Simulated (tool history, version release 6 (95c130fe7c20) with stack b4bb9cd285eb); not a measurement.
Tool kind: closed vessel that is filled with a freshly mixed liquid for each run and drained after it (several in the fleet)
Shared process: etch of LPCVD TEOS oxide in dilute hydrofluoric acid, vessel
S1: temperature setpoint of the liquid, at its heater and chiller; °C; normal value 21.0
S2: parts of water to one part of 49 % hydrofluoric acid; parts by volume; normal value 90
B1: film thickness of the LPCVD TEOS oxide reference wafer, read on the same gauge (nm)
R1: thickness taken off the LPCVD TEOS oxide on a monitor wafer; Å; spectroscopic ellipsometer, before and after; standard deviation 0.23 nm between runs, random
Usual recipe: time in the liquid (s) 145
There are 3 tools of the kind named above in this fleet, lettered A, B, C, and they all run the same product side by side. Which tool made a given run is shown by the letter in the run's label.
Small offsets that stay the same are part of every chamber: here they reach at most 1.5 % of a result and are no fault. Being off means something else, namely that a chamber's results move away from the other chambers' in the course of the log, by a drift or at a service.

Run 1A, hour 6.4: usual settings; B1 130.04. Result: R1 443.06 Å.
Run 2C, hour 11.3: usual settings; B1 129.99. Result: R1 438.35 Å.
At hour 13.4: chamber A: thermometer replaced.
Run 3B, hour 17.6: usual settings; B1 129.97. Result: R1 435.51 Å.
Run 4C, hour 27.0: usual settings; B1 130.04. Result: R1 435.87 Å.
Run 5B, hour 37.3: usual settings; B1 130.00. Result: R1 434.29 Å.
Run 6A, hour 44.9: usual settings; B1 130.02. Result: R1 440.40 Å.
Run 7A, hour 51.3: usual settings but S1 17.5 °C; B1 129.99. Result: R1 379.00 Å.
Run 8B, hour 58.7: usual settings but S1 17.5 °C; B1 129.95. Result: R1 376.06 Å.
Run 9C, hour 65.2: usual settings but S1 17.5 °C; B1 130.01. Result: R1 378.76 Å.
Run 10B, hour 72.7: usual settings; B1 130.01. Result: R1 435.88 Å.
Run 11C, hour 78.1: usual settings; B1 130.04. Result: R1 439.07 Å.
Run 12A, hour 87.2: usual settings; B1 129.95. Result: R1 440.44 Å.
Run 13C, hour 93.3: usual settings; B1 130.01. Result: R1 438.27 Å.
Run 14A, hour 100.3: usual settings; B1 129.98. Result: R1 440.82 Å.
Run 15B, hour 105.1: usual settings; B1 130.02. Result: R1 434.44 Å.
Run 16A, hour 112.0: usual settings; B1 130.02. Result: R1 435.94 Å.
Run 17B, hour 122.4: usual settings; B1 130.02. Result: R1 436.22 Å.
Run 18C, hour 131.1: usual settings; B1 130.03. Result: R1 436.24 Å.
Run 19C, hour 141.4: usual settings; B1 129.95. Result: R1 438.40 Å.
Run 20A, hour 150.7: usual settings; B1 130.00. Result: R1 441.91 Å.
Run 21B, hour 156.6: usual settings; B1 129.99. Result: R1 430.72 Å.
Run 22C, hour 166.3: usual settings; B1 129.99. Result: R1 435.16 Å.
Run 23B, hour 176.8: usual settings; B1 130.01. Result: R1 435.22 Å.
Run 24A, hour 183.2: usual settings; B1 129.98. Result: R1 441.22 Å.
Run 25A, hour 188.6: usual settings; B1 129.97. Result: R1 437.56 Å.
Run 26B, hour 198.8: usual settings; B1 129.99. Result: R1 434.13 Å.
Run 27C, hour 208.3: usual settings but S1 17.5 °C, S2 135 parts by volume; B1 129.99. Result: R1 240.17 Å.
Run 28C, hour 214.0: usual settings but S1 17.5 °C, S2 135 parts by volume; B1 130.02. Result: R1 237.94 Å.
Run 29B, hour 222.9: usual settings but S1 17.5 °C, S2 135 parts by volume; B1 130.03. Result: R1 239.01 Å.
Run 30A, hour 230.4: usual settings but time in the liquid (s) 115; B1 130.00. Result: R1 348.60 Å.
Run 31A, hour 235.8: usual settings but time in the liquid (s) 115; B1 130.00. Result: R1 351.03 Å.

Which is it: a chamber that has drifted or been left off by a service, a gauge drift common to all chambers, or only each chamber's usual small offset? If a chamber is off, name it and its likeliest cause.

No chamber is off and the gauge is stable; the differences are just each chamber's small, constant offset.
